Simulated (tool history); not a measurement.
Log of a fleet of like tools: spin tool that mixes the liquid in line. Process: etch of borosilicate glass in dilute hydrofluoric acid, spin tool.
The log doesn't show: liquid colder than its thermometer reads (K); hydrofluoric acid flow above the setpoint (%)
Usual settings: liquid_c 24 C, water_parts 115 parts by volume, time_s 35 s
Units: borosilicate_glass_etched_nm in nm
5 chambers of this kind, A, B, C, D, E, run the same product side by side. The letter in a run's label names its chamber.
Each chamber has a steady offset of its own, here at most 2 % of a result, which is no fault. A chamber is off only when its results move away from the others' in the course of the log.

run	hour	liquid_c	water_parts	time_s	hours since the thermometer was replaced	hours since the hydrofluoric acid flow meter was replaced	read-back film thickness of the borosilicate glass reference wafer, read on the same gauge (nm)	borosilicate_glass_etched_nm
# hour 3.1: chamber B: hydrofluoric acid flow meter replaced
1C	4.6	24	115	35	693.1	621.8	29.995	10.475
2E	8.4	24	115	35	2788.2	374.5	30.011	10.346
3A	11.2	24	115	35	375.9	461.7	30.014	10.529
4D	14.5	24	115	35	1283.3	1093.2	29.996	10.557
5B	17.5	24	115	35	431	14.5	30.003	10.197
6E	19.7	24	115	35	2799.5	385.8	30.01	10.366
7A	23.5	24	115	35	388.2	474	29.987	10.384
8B	28.1	24	115	35	441.6	25.1	30.013	10.305
9D	32.8	21	75	35	1301.6	1111.5	30.013	15.149
10C	36.7	21	75	35	725.2	653.9	29.963	14.621
11E	40.9	21	75	35	2820.7	407	30	14.948
12D	44	21	75	35	1312.8	1122.7	30.001	15.117
13B	47.8	21	75	35	461.3	44.8	29.972	14.793
14A	50.4	24	115	30	415.1	500.9	30.002	8.9326
15C	53.8	24	115	30	742.3	671	29.999	8.9787
16E	57.3	24	115	30	2837.1	423.4	29.983	8.8738
17D	61.1	24	115	30	1329.9	1139.8	30.006	9.0597
18A	65.9	24	115	30	430.6	516.4	29.996	8.9945
19C	68.8	24	115	35	757.3	686	29.992	10.413
20B	72.6	24	115	35	486.1	69.6	30.029	10.256
21C	76.7	24	115	35	765.2	693.9	30.018	10.489
22B	81	24	115	25	494.5	78	29.999	7.3757
23D	84.7	24	115	25	1353.5	1163.4	29.993	7.5556
24A	87.4	24	115	25	452.1	537.9	30.016	7.456
25E	90.6	24	115	25	2870.4	456.7	29.997	7.3758
26D	94.5	24	115	25	1363.3	1173.2	29.999	7.5855
27C	97.2	24	115	35	785.7	714.4	30.012	10.386
28B	101.4	24	115	35	514.9	98.4	29.999	10.321
29E	104.3	21.5	115	45	2884.1	470.4	30.004	11.999
30A	109.2	21.5	115	45	473.9	559.7	29.992	12.101
31E	111.6	21.5	115	45	2891.4	477.7	30.002	12.044
32D	114.9	21.5	115	45	1383.7	1193.6	29.982	12.236

Is one chamber off against the others, does the gauge drift, or is nothing wrong? If a chamber is off, say which, and what the likeliest cause is.

No chamber stands off beyond its own small offset, and the gauge holds steady.
